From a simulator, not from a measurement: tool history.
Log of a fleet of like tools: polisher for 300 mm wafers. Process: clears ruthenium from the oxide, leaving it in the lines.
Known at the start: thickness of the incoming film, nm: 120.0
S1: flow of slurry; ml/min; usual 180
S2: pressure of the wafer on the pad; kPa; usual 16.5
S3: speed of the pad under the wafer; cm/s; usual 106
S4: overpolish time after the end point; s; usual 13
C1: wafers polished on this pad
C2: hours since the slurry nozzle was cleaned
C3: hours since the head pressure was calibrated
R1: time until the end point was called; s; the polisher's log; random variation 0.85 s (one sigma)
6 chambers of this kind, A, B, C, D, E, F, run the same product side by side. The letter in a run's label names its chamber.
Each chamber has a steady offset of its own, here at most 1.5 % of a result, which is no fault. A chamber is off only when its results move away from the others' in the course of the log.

| run | hour | S1 | S2 | S3 | S4 | C1 | C2 | C3 | R1 |
|---|---|---|---|---|---|---|---|---|---|
|  | 0.2 | chamber F: worn pad replaced by a new one |
|  | 3.5 | chamber B: worn pad replaced by a new one |
| 1C | 6.0 | 180 | 16.5 | 106 | 13 | 523 | 472.4 | 40.8 | 86.331 |
| 2D | 11.3 | 180 | 16.5 | 106 | 13 | 438 | 393.2 | 294.9 | 86.991 |
|  | 18.8 | chamber F: slurry nozzle cleaned |
| 3A | 19.3 | 180 | 16.5 | 106 | 13 | 425 | 222.1 | 594.2 | 85.184 |
|  | 24.6 | chamber C: worn pad replaced by a new one |
| 4B | 28.6 | 180 | 16.5 | 106 | 13 | 212 | 462.4 | 79.7 | 87.335 |
| 5F | 39.0 | 180 | 16.5 | 106 | 13 | 328 | 20.3 | 714.6 | 87.129 |
| 6E | 49.2 | 180 | 16.5 | 106 | 13 | 784 | 255.7 | 1186.7 | 88.216 |
|  | 49.9 | chamber D: worn pad replaced by a new one |
|  | 50.4 | chamber E: worn pad replaced by a new one |
| 7D | 55.9 | 180 | 16.5 | 106 | 13 | 50 | 437.8 | 339.5 | 86.993 |
| 8A | 61.8 | 180 | 16.5 | 106 | 13 | 784 | 264.6 | 636.7 | 86.702 |
| 9F | 70.6 | 180 | 16.5 | 106 | 13 | 594 | 51.9 | 746.2 | 87.039 |
| 10E | 77.1 | 180 | 16.5 | 106 | 13 | 226 | 283.6 | 1214.6 | 87.041 |
|  | 77.8 | chamber A: worn pad replaced by a new one |
|  | 86.1 | chamber B: slurry nozzle cleaned |
| 11B | 86.3 | 180 | 16.5 | 106 | 13 | 699 | 0.3 | 137.4 | 87.680 |
| 12C | 94.9 | 180 | 16.5 | 106 | 13 | 593 | 561.3 | 129.7 | 86.473 |
|  | 95.6 | chamber B: worn pad replaced by a new one |
|  | 97.3 | chamber C: worn pad replaced by a new one |
|  | 101.3 | chamber F: worn pad replaced by a new one |
| 13B | 101.6 | 180 | 16.5 | 106 | 13 | 50 | 15.6 | 152.7 | 87.229 |
| 14C | 108.7 | 155 | 16.5 | 106 | 13 | 96 | 575.1 | 143.5 | 86.451 |
| 15D | 119.0 | 155 | 16.5 | 106 | 13 | 583 | 500.9 | 402.6 | 88.326 |
| 16E | 129.1 | 155 | 16.5 | 106 | 13 | 664 | 335.6 | 1266.6 | 88.451 |
| 17F | 137.6 | 155 | 16.5 | 106 | 13 | 306 | 118.9 | 813.2 | 89.756 |
| 18A | 144.8 | 155 | 16.5 | 106 | 13 | 565 | 347.6 | 719.7 | 90.924 |
|  | 148.3 | chamber E: worn pad replaced by a new one |
| 19B | 150.4 | 155 | 16.5 | 106 | 13 | 462 | 64.4 | 201.5 | 89.613 |
| 20A | 157.0 | 180 | 16.5 | 106 | 13 | 668 | 359.8 | 731.9 | 89.440 |
| 21D | 164.2 | 180 | 16.5 | 106 | 13 | 964 | 546.1 | 447.8 | 88.046 |
|  | 168.4 | chamber D: worn pad replaced by a new one |
|  | 171.6 | chamber C: worn pad replaced by a new one |
| 22C | 173.5 | 180 | 16.5 | 106 | 13 | 16 | 639.9 | 208.3 | 85.112 |
|  | 175.0 | chamber A: worn pad replaced by a new one |
|  | 178.4 | chamber C: slurry nozzle cleaned |
| 23E | 180.6 | 180 | 16.5 | 106 | 13 | 273 | 387.1 | 1318.1 | 88.756 |
|  | 182.0 | chamber B: worn pad replaced by a new one |
| 24F | 187.7 | 180 | 16.5 | 106 | 13 | 729 | 169.0 | 863.3 | 88.021 |
| 25A | 198.2 | 180 | 16.5 | 106 | 13 | 196 | 401.0 | 773.1 | 89.257 |
| 26C | 208.6 | 180 | 16.5 | 106 | 13 | 312 | 30.2 | 243.4 | 85.673 |
| 27F | 219.2 | 180 | 16.5 | 106 | 13 | 995 | 200.5 | 894.8 | 87.651 |
|  | 224.6 | chamber F: worn pad replaced by a new one |
| 28E | 228.0 | 180 | 16.5 | 106 | 13 | 673 | 434.5 | 1365.5 | 86.278 |
|  | 231.2 | chamber E: worn pad replaced by a new one |
| 29D | 235.5 | 180 | 16.5 | 106 | 13 | 566 | 617.4 | 519.1 | 87.534 |
| 30B | 243.4 | 180 | 16.5 | 106 | 13 | 518 | 157.4 | 294.5 | 88.235 |
|  | 245.9 | chamber D: slurry nozzle cleaned |
| 31B | 248.1 | 180 | 16.5 | 106 | 13 | 558 | 162.1 | 299.2 | 87.136 |
|  | 252.7 | chamber C: worn pad replaced by a new one |
| 32C | 253.8 | 180 | 16.5 | 106 | 13 | 10 | 75.4 | 288.6 | 84.779 |
| 33E | 261.6 | 180 | 16.5 | 132 | 13 | 256 | 468.1 | 1399.1 | 70.699 |
| 34D | 270.2 | 180 | 16.5 | 132 | 13 | 858 | 24.4 | 553.8 | 69.769 |
|  | 275.4 | chamber A: worn pad replaced by a new one |
|  | 276.7 | chamber F: head pressure recalibrated |
|  | 277.1 | chamber B: worn pad replaced by a new one |
|  | 277.2 | chamber D: worn pad replaced by a new one |
| 35F | 277.4 | 180 | 16.5 | 132 | 13 | 445 | 258.7 | 0.7 | 70.618 |
| 36A | 288.0 | 180 | 16.5 | 132 | 13 | 107 | 490.8 | 862.9 | 73.233 |
| 37B | 296.1 | 180 | 16.5 | 132 | 13 | 161 | 210.1 | 347.2 | 68.827 |
|  | 302.1 | chamber C: head pressure recalibrated |
| 38D | 306.5 | 180 | 16.5 | 132 | 13 | 247 | 60.7 | 590.1 | 70.459 |
|  | 311.9 | chamber E: worn pad replaced by a new one |
| 39E | 314.6 | 180 | 16.5 | 106 | 13 | 23 | 521.1 | 1452.1 | 87.607 |
|  | 315.6 | chamber C: worn pad replaced by a new one |
|  | 317.3 | chamber F: slurry nozzle cleaned |
| 40F | 323.4 | 180 | 16.5 | 106 | 13 | 833 | 6.1 | 46.7 | 89.630 |
|  | 331.9 | chamber F: worn pad replaced by a new one |
| 41C | 332.1 | 180 | 16.5 | 106 | 13 | 139 | 153.7 | 30.1 | 84.722 |
| 42A | 340.9 | 180 | 16.5 | 106 | 13 | 553 | 543.7 | 915.8 | 94.376 |
| 43F | 350.4 | 180 | 16.5 | 106 | 21 | 156 | 33.1 | 73.7 | 87.647 |
|  | 352.6 | chamber B: worn pad replaced by a new one |
| 44B | 357.0 | 180 | 16.5 | 106 | 21 | 37 | 271.0 | 408.1 | 87.201 |

Next, every chamber runs the same settings. What will each give?
| 45A | 364.7 | 180 | 18.6 | 106 | 13 |  |  |  | ? |
| 45B | 364.7 | 180 | 18.6 | 106 | 13 |  |  |  | ? |
| 45C | 364.7 | 180 | 18.6 | 106 | 13 |  |  |  | ? |
| 45D | 364.7 | 180 | 18.6 | 106 | 13 |  |  |  | ? |
| 45E | 364.7 | 180 | 18.6 | 106 | 13 |  |  |  | ? |
| 45F | 364.7 | 180 | 18.6 | 106 | 13 |  |  |  | ? |

| run | R1 |
|---|---|
| 45A | 84.590 |
| 45B | 77.938 |
| 45C | 76.909 |
| 45D | 78.477 |
| 45E | 76.428 |
| 45F | 76.962 |

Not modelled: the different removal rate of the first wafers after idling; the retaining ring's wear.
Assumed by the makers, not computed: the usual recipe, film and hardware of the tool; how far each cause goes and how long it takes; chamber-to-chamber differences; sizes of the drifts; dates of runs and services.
